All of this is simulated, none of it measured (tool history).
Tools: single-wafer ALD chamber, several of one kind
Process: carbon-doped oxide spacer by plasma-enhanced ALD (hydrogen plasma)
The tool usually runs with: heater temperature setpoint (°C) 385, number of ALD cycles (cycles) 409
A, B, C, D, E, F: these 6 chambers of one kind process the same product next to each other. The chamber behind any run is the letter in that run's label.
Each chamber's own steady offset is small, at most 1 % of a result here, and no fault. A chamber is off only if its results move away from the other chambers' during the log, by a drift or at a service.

run   hour  heater temperature setpoint (°C)  number of ALD cycles (cycles)  hours since the last thermocouple change  read-back reference wafer on the same gauge, thickness_nm  mean film thickness on the monitor wafer (Å)
 1F   12.9                               385                            409                                     635.1                                                     22.011                                        203.89
 2D   27.8                               385                            409                                    1317.8                                                     21.997                                        206.32
 3E   36.2                               385                            409                                     780.1                                                     21.995                                        207.27
 4B   47.2                               385                            409                                     174.4                                                     22.027                                        205.60
 5C   60.4                               385                            409                                     296.7                                                     22.024                                        205.97
 6A   75.3                               385                            409                                    1391.8                                                     22.012                                        202.36
 7E   83.1                               385                            363                                     827.0                                                     22.025                                        183.71
 8F   98.0                               385                            363                                     720.2                                                     21.985                                        181.05
 9C  112.9                               385                            363                                     349.2                                                     21.999                                        181.40
10D  127.2                               385                            363                                    1417.2                                                     21.985                                        182.48
11B  139.9                               385                            363                                     267.1                                                     21.996                                        182.86
12A  153.7                               385                            363                                    1470.2                                                     22.016                                        180.29
13D  162.6                               375                            409                                    1452.6                                                     21.982                                        206.83
14A  171.9                               375                            409                                    1488.4                                                     21.997                                        203.85
15E  186.7                               375                            409                                     930.6                                                     21.980                                        205.56
16F  198.9                               375                            409                                     821.1                                                     21.988                                        205.51
17B  206.1                               375                            409                                     333.3                                                     22.012                                        205.98
18C  220.4                               375                            409                                     456.7                                                     22.011                                        204.61
19D  230.8                               385                            409                                    1520.8                                                     21.987                                        205.12
20E  247.3                               385                            409                                     991.2                                                     22.001                                        204.68
21A  262.0                               385                            409                                    1578.5                                                     21.999                                        203.41
22F  271.7                               385                            409                                     893.9                                                     21.997                                        202.97
23C  284.4                               385                            409                                     520.7                                                     21.992                                        206.57
24B  298.8                               393                            409                                     426.0                                                     21.999                                        204.45
25B  311.0                               393                            409                                     438.2                                                     21.999                                        207.02
26E  325.0                               393                            409                                    1068.9                                                     22.001                                        206.49
27F  336.7                               393                            409                                     958.9                                                     21.991                                        205.15
28A  350.6                               393                            409                                    1667.1                                                     22.001                                        204.01
29D  361.1                               393                            409                                    1651.1                                                     22.008                                        204.20
30C  372.5                               385                            409                                     608.8                                                     21.978                                        205.70
31C  382.5                               385                            409                                     618.8                                                     22.016                                        205.58
32A  393.5                               385                            409                                    1710.0                                                     21.984                                        204.99
33B  403.7                               385                            409                                     530.9                                                     22.013                                        202.90
34F  412.2                               385                            409                                    1034.4                                                     22.018                                        203.80
35E  426.0                               385                            409                                    1169.9                                                     22.013                                        205.83
36D  440.8                               385                            409                                    1730.8                                                     22.000                                        205.07
37E  456.6                               392                            330                                    1200.5                                                     22.016                                        165.50
38F  464.5                               392                            330                                    1086.7                                                     22.005                                        163.67
39C  478.3                               392                            330                                     714.6                                                     21.992                                        166.62
40A  486.2                               392                            330                                    1802.7                                                     21.997                                        164.55
41B  501.3                               392                            330                                     628.5                                                     22.036                                        166.56

Has any chamber moved away from the others, gradually or after a service, or does the common gauge drift, or do the chambers differ only by their own small steady offsets? State the chamber and the most likely cause if one applies.

Nothing is wrong: each chamber keeps only its own small, steady offset and the gauge holds still.
